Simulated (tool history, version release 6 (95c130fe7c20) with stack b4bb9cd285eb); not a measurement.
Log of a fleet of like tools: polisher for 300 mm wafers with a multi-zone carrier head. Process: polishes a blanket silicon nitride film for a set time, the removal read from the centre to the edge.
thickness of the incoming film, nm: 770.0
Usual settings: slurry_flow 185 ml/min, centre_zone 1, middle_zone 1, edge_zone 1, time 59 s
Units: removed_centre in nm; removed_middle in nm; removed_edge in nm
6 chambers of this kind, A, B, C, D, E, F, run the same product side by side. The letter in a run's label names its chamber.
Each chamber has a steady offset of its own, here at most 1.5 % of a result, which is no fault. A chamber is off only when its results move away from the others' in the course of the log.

-- day=0.358 chamber F: worn pad replaced by a new one
run 1D day=0.383 | slurry_flow=185 centre_zone=1 middle_zone=1 edge_zone=1 time=59 | removed_centre=136.64 removed_middle=136.65 removed_edge=137.54
run 2B day=0.646 | slurry_flow=185 centre_zone=1 middle_zone=1 edge_zone=1 time=59 | removed_centre=139.1 removed_middle=138.58 removed_edge=137.79
run 3E day=1.083 | slurry_flow=185 centre_zone=1 middle_zone=1 edge_zone=1 time=59 | removed_centre=137.89 removed_middle=140.42 removed_edge=137.33
-- day=1.321 chamber C: worn pad replaced by a new one
run 4C day=1.321 | slurry_flow=185 centre_zone=1 middle_zone=1 edge_zone=1 time=59 | removed_centre=138.56 removed_middle=137.67 removed_edge=138.94
-- day=1.358 chamber D: worn pad replaced by a new one
-- day=1.604 chamber B: worn pad replaced by a new one
run 5F day=1.662 | slurry_flow=185 centre_zone=1 middle_zone=1 edge_zone=1 time=59 | removed_centre=141.94 removed_middle=137.92 removed_edge=140.48
run 6A day=1.996 | slurry_flow=185 centre_zone=1 middle_zone=1 edge_zone=1 time=59 | removed_centre=137.24 removed_middle=138.57 removed_edge=137.65
-- day=2.117 chamber C: edge zone pressure recalibrated
run 7F day=2.246 | slurry_flow=185 centre_zone=1 middle_zone=1 edge_zone=1 time=59 | removed_centre=142.38 removed_middle=138.22 removed_edge=139.61
-- day=2.329 chamber E: slurry nozzle cleaned
run 8C day=2.479 | slurry_flow=185 centre_zone=1 middle_zone=1 edge_zone=1 time=59 | removed_centre=140.86 removed_middle=140.46 removed_edge=139.46
-- day=2.492 chamber E: worn pad replaced by a new one
run 9B day=2.7 | slurry_flow=185 centre_zone=1 middle_zone=1 edge_zone=1 time=59 | removed_centre=138.83 removed_middle=138.88 removed_edge=138.69
-- day=2.796 chamber F: worn pad replaced by a new one
run 10E day=2.908 | slurry_flow=185 centre_zone=1 middle_zone=1 edge_zone=1 time=59 | removed_centre=136.36 removed_middle=140.14 removed_edge=138.8
-- day=2.983 chamber A: worn pad replaced by a new one
run 11A day=3.338 | slurry_flow=185 centre_zone=1 middle_zone=1 edge_zone=1 time=59 | removed_centre=137.48 removed_middle=138.45 removed_edge=138.86
-- day=3.346 chamber F: centre zone pressure recalibrated
-- day=3.358 chamber C: worn pad replaced by a new one
run 12D day=3.75 | slurry_flow=185 centre_zone=1 middle_zone=1 edge_zone=1 time=59 | removed_centre=136.42 removed_middle=137.03 removed_edge=135.68
-- day=3.929 chamber D: worn pad replaced by a new one
run 13C day=3.958 | slurry_flow=185 centre_zone=1 middle_zone=1 edge_zone=1 time=59 | removed_centre=136.49 removed_middle=136.75 removed_edge=139.65
-- day=4.062 chamber A: centre zone pressure recalibrated
run 14B day=4.15 | slurry_flow=185 centre_zone=1 middle_zone=1 edge_zone=0.91 time=39 | removed_centre=91.563 removed_middle=91.988 removed_edge=87.322
-- day=4.171 chamber C: centre zone pressure recalibrated
run 15A day=4.446 | slurry_flow=185 centre_zone=1 middle_zone=1 edge_zone=0.91 time=39 | removed_centre=81.535 removed_middle=91.154 removed_edge=86.021
run 16D day=4.842 | slurry_flow=185 centre_zone=1 middle_zone=1 edge_zone=0.91 time=39 | removed_centre=90.349 removed_middle=90.322 removed_edge=87.564
run 17E day=5.192 | slurry_flow=185 centre_zone=1 middle_zone=1 edge_zone=0.91 time=39 | removed_centre=90.418 removed_middle=91.624 removed_edge=86.064
-- day=5.283 chamber E: worn pad replaced by a new one
-- day=5.312 chamber B: worn pad replaced by a new one
-- day=5.383 chamber F: worn pad replaced by a new one
-- day=5.538 chamber D: slurry nozzle cleaned
run 18F day=5.579 | slurry_flow=185 centre_zone=1 middle_zone=1 edge_zone=0.91 time=39 | removed_centre=93.555 removed_middle=91.242 removed_edge=88.418
-- day=5.754 chamber C: worn pad replaced by a new one
-- day=5.879 chamber A: worn pad replaced by a new one
run 19B day=5.954 | slurry_flow=185 centre_zone=1 middle_zone=1 edge_zone=0.91 time=39 | removed_centre=91.175 removed_middle=93.513 removed_edge=88.252
run 20E day=6.162 | slurry_flow=185 centre_zone=1 middle_zone=1 edge_zone=1 time=59 | removed_centre=137.2 removed_middle=137.32 removed_edge=137.99
-- day=6.375 chamber D: worn pad replaced by a new one
run 21F day=6.5 | slurry_flow=185 centre_zone=1 middle_zone=1 edge_zone=1 time=59 | removed_centre=139.27 removed_middle=138.54 removed_edge=140.46
run 22A day=6.75 | slurry_flow=185 centre_zone=1 middle_zone=1 edge_zone=1 time=59 | removed_centre=123.96 removed_middle=137.65 removed_edge=138.89
run 23D day=7.025 | slurry_flow=185 centre_zone=1 middle_zone=0.96 edge_zone=1 time=79 | removed_centre=186.31 removed_middle=180.43 removed_edge=186.38
run 24C day=7.271 | slurry_flow=185 centre_zone=1 middle_zone=0.96 edge_zone=1 time=79 | removed_centre=185.16 removed_middle=176.85 removed_edge=184.74
run 25A day=7.571 | slurry_flow=185 centre_zone=1 middle_zone=0.96 edge_zone=1 time=79 | removed_centre=161.96 removed_middle=178.13 removed_edge=183.87
-- day=7.704 chamber E: worn pad replaced by a new one
run 26B day=7.796 | slurry_flow=185 centre_zone=1 middle_zone=0.96 edge_zone=1 time=79 | removed_centre=183.61 removed_middle=178 removed_edge=186.1
-- day=7.942 chamber C: worn pad replaced by a new one
-- day=8.112 chamber F: worn pad replaced by a new one
run 27E day=8.221 | slurry_flow=185 centre_zone=1 middle_zone=0.96 edge_zone=1 time=79 | removed_centre=185.73 removed_middle=178.72 removed_edge=186.05
-- day=8.225 chamber D: edge zone pressure recalibrated
-- day=8.438 chamber D: worn pad replaced by a new one
-- day=8.492 chamber B: worn pad replaced by a new one
run 28D day=8.6 | slurry_flow=185 centre_zone=1 middle_zone=0.96 edge_zone=1 time=79 | removed_centre=185.28 removed_middle=180.22 removed_edge=184.97
run 29C day=8.875 | slurry_flow=185 centre_zone=1 middle_zone=1 edge_zone=1 time=59 | removed_centre=138.83 removed_middle=138.11 removed_edge=138.57
run 30F day=9.296 | slurry_flow=185 centre_zone=1 middle_zone=1 edge_zone=1 time=59 | removed_centre=141.42 removed_middle=138.66 removed_edge=138.7
-- day=9.425 chamber A: worn pad replaced by a new one
run 31C day=9.625 | slurry_flow=185 centre_zone=1 middle_zone=1 edge_zone=1 time=59 | removed_centre=138.54 removed_middle=138.22 removed_edge=138.68
run 32F day=9.867 | slurry_flow=185 centre_zone=1 middle_zone=1 edge_zone=1 time=59 | removed_centre=139.78 removed_middle=138.26 removed_edge=140.38
run 33A day=10.108 | slurry_flow=185 centre_zone=1 middle_zone=1 edge_zone=1 time=59 | removed_centre=123.27 removed_middle=138.4 removed_edge=139.17
-- day=10.354 chamber E: worn pad replaced by a new one
-- day=10.358 chamber B: centre zone pressure recalibrated
run 34B day=10.533 | slurry_flow=185 centre_zone=1 middle_zone=1 edge_zone=1 time=59 | removed_centre=138.39 removed_middle=139.84 removed_edge=137.92
run 35D day=10.892 | slurry_flow=185 centre_zone=1 middle_zone=1 edge_zone=1 time=59 | removed_centre=137.38 removed_middle=140.07 removed_edge=137.97
-- day=11.008 chamber D: worn pad replaced by a new one
run 36E day=11.154 | slurry_flow=185 centre_zone=1 middle_zone=1 edge_zone=1 time=59 | removed_centre=135.94 removed_middle=136.86 removed_edge=138.96
run 37D day=11.55 | slurry_flow=185 centre_zone=1 middle_zone=1 edge_zone=1 time=59 | removed_centre=139.04 removed_middle=137.33 removed_edge=138.7

Next, every chamber runs the same settings. What will each give?
run 38A day=11.867 | slurry_flow=185 centre_zone=1 middle_zone=1 edge_zone=1 time=59 | removed_centre=? removed_middle=? removed_edge=?
run 38B day=11.867 | slurry_flow=185 centre_zone=1 middle_zone=1 edge_zone=1 time=59 | removed_centre=? removed_middle=? removed_edge=?
run 38C day=11.867 | slurry_flow=185 centre_zone=1 middle_zone=1 edge_zone=1 time=59 | removed_centre=? removed_middle=? removed_edge=?
run 38D day=11.867 | slurry_flow=185 centre_zone=1 middle_zone=1 edge_zone=1 time=59 | removed_centre=? removed_middle=? removed_edge=?
run 38E day=11.867 | slurry_flow=185 centre_zone=1 middle_zone=1 edge_zone=1 time=59 | removed_centre=? removed_middle=? removed_edge=?
run 38F day=11.867 | slurry_flow=185 centre_zone=1 middle_zone=1 edge_zone=1 time=59 | removed_centre=? removed_middle=? removed_edge=?

run=38A removed_centre=122.94 removed_middle=140.02 removed_edge=136.51
run=38B removed_centre=139.59 removed_middle=137.28 removed_edge=140.89
run=38C removed_centre=137.35 removed_middle=137.82 removed_edge=139.12
run=38D removed_centre=139.04 removed_middle=140.48 removed_edge=136.55
run=38E removed_centre=138.14 removed_middle=137.17 removed_edge=136.98
run=38F removed_centre=140.52 removed_middle=140.75 removed_edge=139.09
